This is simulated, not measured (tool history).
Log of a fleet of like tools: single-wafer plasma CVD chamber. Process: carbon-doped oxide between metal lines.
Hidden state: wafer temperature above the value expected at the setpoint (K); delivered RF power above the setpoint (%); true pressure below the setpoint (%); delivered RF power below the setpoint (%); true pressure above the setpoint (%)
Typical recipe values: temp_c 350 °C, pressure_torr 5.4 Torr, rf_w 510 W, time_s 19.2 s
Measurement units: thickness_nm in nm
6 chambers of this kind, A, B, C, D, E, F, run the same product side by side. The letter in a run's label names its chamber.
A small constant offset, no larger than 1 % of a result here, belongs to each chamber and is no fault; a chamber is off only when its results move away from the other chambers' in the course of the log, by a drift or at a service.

run   hour  temp_c  pressure_torr  rf_w  time_s  hours since the last thermocouple change  hours since the last RF generator calibration  hours since the last manometer calibration  read-back reference wafer on the same gauge, thickness_nm  thickness_nm
       4.3  -- chamber D: capacitance manometer re-zeroed and calibrated
 1F   13.1     350            5.4   510    19.2                                    1012.8                                            228                                      1472.1                                                     103.01        100.93
 2E   27.3     350            5.4   510    19.2                                     761.1                                          941.8                                       371.5                                                     102.92         101.9
 3B     39     350            5.4   510    19.2                                     232.9                                         1355.9                                      1284.4                                                     102.94        101.69
      42.3  -- chamber D: RF generator calibrated
 4D   50.5     350            5.4   510    19.2                                     932.9                                            8.3                                        46.3                                                     103.03        101.88
 5A   57.1     350            5.4   510    19.2                                    1490.5                                          982.2                                       304.4                                                     102.95        100.99
 6C   65.3     350            5.4   510    19.2                                     578.2                                          224.6                                      1207.7                                                     103.04         100.4
 7B   79.4     361            5.4   510      17                                     273.3                                         1396.3                                      1324.8                                                     103.03        87.419
      80.2  -- chamber B: capacitance manometer re-zeroed and calibrated
 8C   90.8     361            5.4   510      17                                     603.7                                          250.1                                      1233.2                                                        103        87.222
 9A  104.7     361            5.4   510      17                                    1538.1                                         1029.8                                         352                                                     103.05        87.265
10D  112.6     361            5.4   510      17                                       995                                           70.4                                       108.4                                                     102.92        86.978
11F  123.5     361            5.4   510      17                                    1123.2                                          338.4                                      1582.5                                                     103.01        87.133
12E  134.9     361            5.4   510      17                                     868.7                                         1049.4                                       479.1                                                     103.05        87.436
13F  149.2     350            5.4   510    19.2                                    1148.9                                          364.1                                      1608.2                                                     103.09        100.97
14E  155.8     359           4.51   510    19.2                                     889.6                                         1070.3                                         500                                                     103.03        96.699
15B    164     359           4.51   510    19.2                                     357.9                                         1480.9                                        83.8                                                     103.04        96.355
16C  177.9     359           4.51   510    19.2                                     690.8                                          337.2                                      1320.3                                                     103.05        95.865
     185.5  -- chamber A: RF generator calibrated
17A  189.3     359           4.51   510    19.2                                    1622.7                                            3.8                                       436.6                                                     103.02        96.345
18D  196.6     359           4.51   510    19.2                                      1079                                          154.4                                       192.4                                                     102.95        96.925
19D  208.3     359           4.51   510    19.2                                    1090.7                                          166.1                                       204.1                                                     102.98         96.45
20B  215.7     350            4.9   555    19.2                                     409.6                                         1532.6                                       135.5                                                     103.03        105.78
21E  222.7     350            4.9   555    19.2                                     956.5                                         1137.2                                       566.9                                                     103.11        105.76
22A    231     350            4.9   555    19.2                                    1664.4                                           45.5                                       478.3                                                        103        104.99
23C  237.4     350            4.9   555    19.2                                     750.3                                          396.7                                      1379.8                                                     103.01        104.51
24F  248.2     350            4.9   555    19.2                                    1247.9                                          463.1                                      1707.2                                                     103.01        105.44
25C  258.4     350            4.9   555    19.2                                     771.3                                          417.7                                      1400.8                                                     103.01        105.18
26F  266.9     350            5.4   510    19.2                                    1266.6                                          481.8                                      1725.9                                                     102.94        101.32
27B  275.1     350            5.4   510    19.2                                       469                                           1592                                       194.9                                                     102.97        101.91
28E  287.2     350            5.4   510    19.2                                      1021                                         1201.7                                       631.4                                                        103        101.51
29D  294.2     350            5.4   510    19.2                                    1176.6                                            252                                         290                                                     102.95        101.83
30A    301     365            5.4   510    17.5                                    1734.4                                          115.5                                       548.3                                                     102.99        88.777
31C  309.1     365            5.4   510    17.5                                       822                                          468.4                                      1451.5                                                     102.98        88.788
32B  321.5     365            5.4   510    17.5                                     515.4                                         1638.4                                       241.3                                                     102.98        89.576
33A  327.7     365            5.4   510    17.5                                    1761.1                                          142.2                                         575                                                     102.97        88.512
34F  334.6     365            5.4   510    17.5                                    1334.3                                          549.5                                      1793.6                                                     103.04        88.744
35E  347.1     365            5.4   510    17.5                                    1080.9                                         1261.6                                       691.3                                                     103.04        89.745
36D  355.6     350            5.4   510    19.2                                      1238                                          313.4                                       351.4                                                     103.03        101.85
     368.2  -- chamber E: thermocouple changed; heater temperature recalibrated
37A  368.8     350            5.4   510    19.2                                    1802.2                                          183.3                                       616.1                                                     102.96        100.88
38B  380.5     350            5.4   510    19.2                                     574.4                                         1697.4                                       300.3                                                        103        101.32
39F  394.2     350            5.4   510    19.2                                    1393.9                                          609.1                                      1853.2                                                     103.07        101.21
40E  405.9     350            5.4   510    19.2                                      37.7                                         1320.4                                       750.1                                                     103.02        101.63

Which is it: a chamber that has drifted or been left off by a service, a gauge drift common to all chambers, or only each chamber's usual small offset? If a chamber is off, name it and its likeliest cause.

The fleet is healthy, with each chamber sitting at its usual small offset and no drift in the gauge.
